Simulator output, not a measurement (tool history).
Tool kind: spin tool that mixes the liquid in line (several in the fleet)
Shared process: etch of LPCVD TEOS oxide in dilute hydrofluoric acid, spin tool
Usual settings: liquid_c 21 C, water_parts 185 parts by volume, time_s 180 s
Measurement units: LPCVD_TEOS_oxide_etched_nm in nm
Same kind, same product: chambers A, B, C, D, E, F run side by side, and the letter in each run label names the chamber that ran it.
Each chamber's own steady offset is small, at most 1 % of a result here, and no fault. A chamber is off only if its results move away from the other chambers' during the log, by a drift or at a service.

run	hour	liquid_c	water_parts	time_s	read-back film thickness of the LPCVD TEOS oxide reference wafer, read on the same gauge (nm)	LPCVD_TEOS_oxide_etched_nm
1D	7.8	21	185	180	119.96	44
2C	14.6	21	185	180	120	44.565
3A	25.6	21	185	180	119.99	44.488
4E	38.2	21	185	180	119.96	44.427
5B	44.9	17	235	180	120.02	28.402
6F	55.2	17	235	180	120.05	28.846
7E	63.4	17	235	180	120.01	28.83
8D	72.2	17	235	180	120	27.713
9C	86.3	17	235	180	120.01	28.292
10F	96	17	235	180	120.01	28.632
11B	110	21	185	180	119.97	43.717
12A	124.5	21	185	180	120.01	44.991
13D	135	21	185	180	119.96	43.636
14A	145.6	21	185	180	119.99	44.434
15C	152.2	23.5	185	180	120	49.593
16E	166.1	23.5	185	180	119.96	48.737
17F	173.2	23.5	185	180	120.03	49.028
# hour 174.3: chamber D: hydrofluoric acid flow meter replaced
18B	182.3	23.5	185	180	119.96	49.258
19A	192.7	23.5	185	180	119.98	49.678
20D	201	23.5	185	180	120	48.08
21C	208	21	185	180	120.01	44.319
22B	220.9	21	185	180	120.03	44.367
23E	228.7	21	185	180	120.02	44.652
# hour 231.2: chamber E: thermometer replaced
24F	242.7	18.5	215	180	119.98	33.653
25F	251	18.5	215	180	120.03	34.031
26D	257.8	18.5	215	180	120	32.644
27C	272	18.5	215	180	120.01	33.59
28A	282.3	18.5	215	180	119.99	34.918
# hour 286.9: chamber B: thermometer replaced
29E	290.3	18.5	215	180	119.98	33.61
30B	298.1	21	185	180	120	43.354
31B	311.5	21	185	180	120.04	43.473
32C	322.7	21	265	90	120.03	14.305
33F	336.3	21	265	90	120.02	14.442
34E	347.9	21	265	90	119.97	14.369
# hour 350.9: chamber C: hydrofluoric acid flow meter replaced
35A	357.1	21	265	90	119.98	15.157
36D	369.4	21	265	90	120.01	13.975
37C	383.7	21	265	90	120.02	14.236
38E	392.5	21	185	180	120.05	44.939
39A	399.5	21	185	180	119.98	46.039
40B	406.1	24	185	75	120.01	20.192
41F	419.6	24	185	75	119.97	20.984
42D	429.6	24	185	75	119.98	20.445
43F	442.2	24	185	75	119.99	20.96

Is one chamber off against the others, does the gauge drift, or is nothing wrong? If a chamber is off, say which, and what the likeliest cause is.

It is chamber A that slowly wanders off from its peers.
Most likely cause: liquid hotter than its thermometer reads (K) = 1.88.
From this log alone, it may not be told apart from: hydrofluoric acid flow above the setpoint (%).

Chamber A could run next with any of the 4 candidate recipes listed below; each alters the usual settings, and their results appear as question marks. Which one brings its results back in line with what the other chambers deliver on the usual settings?
Maximum distance from the other chambers' mean on the usual settings for a result to count as in line: LPCVD_TEOS_oxide_etched_nm 1.4 nm
44A-1	452.7	21	185	205		?
44A-2	452.7	21	195	165		?
44A-3	452.7	21	180	185		?
44A-4	452.7	21	190	175		?

Average result of the remaining chambers running the usual settings: LPCVD_TEOS_oxide_etched_nm 44.109 nm
run	LPCVD_TEOS_oxide_etched_nm
44A-1	53.923
44A-2	40.747
44A-3	50.282
44A-4	44.586
It is 44A-4 that realigns the chamber with its peers.
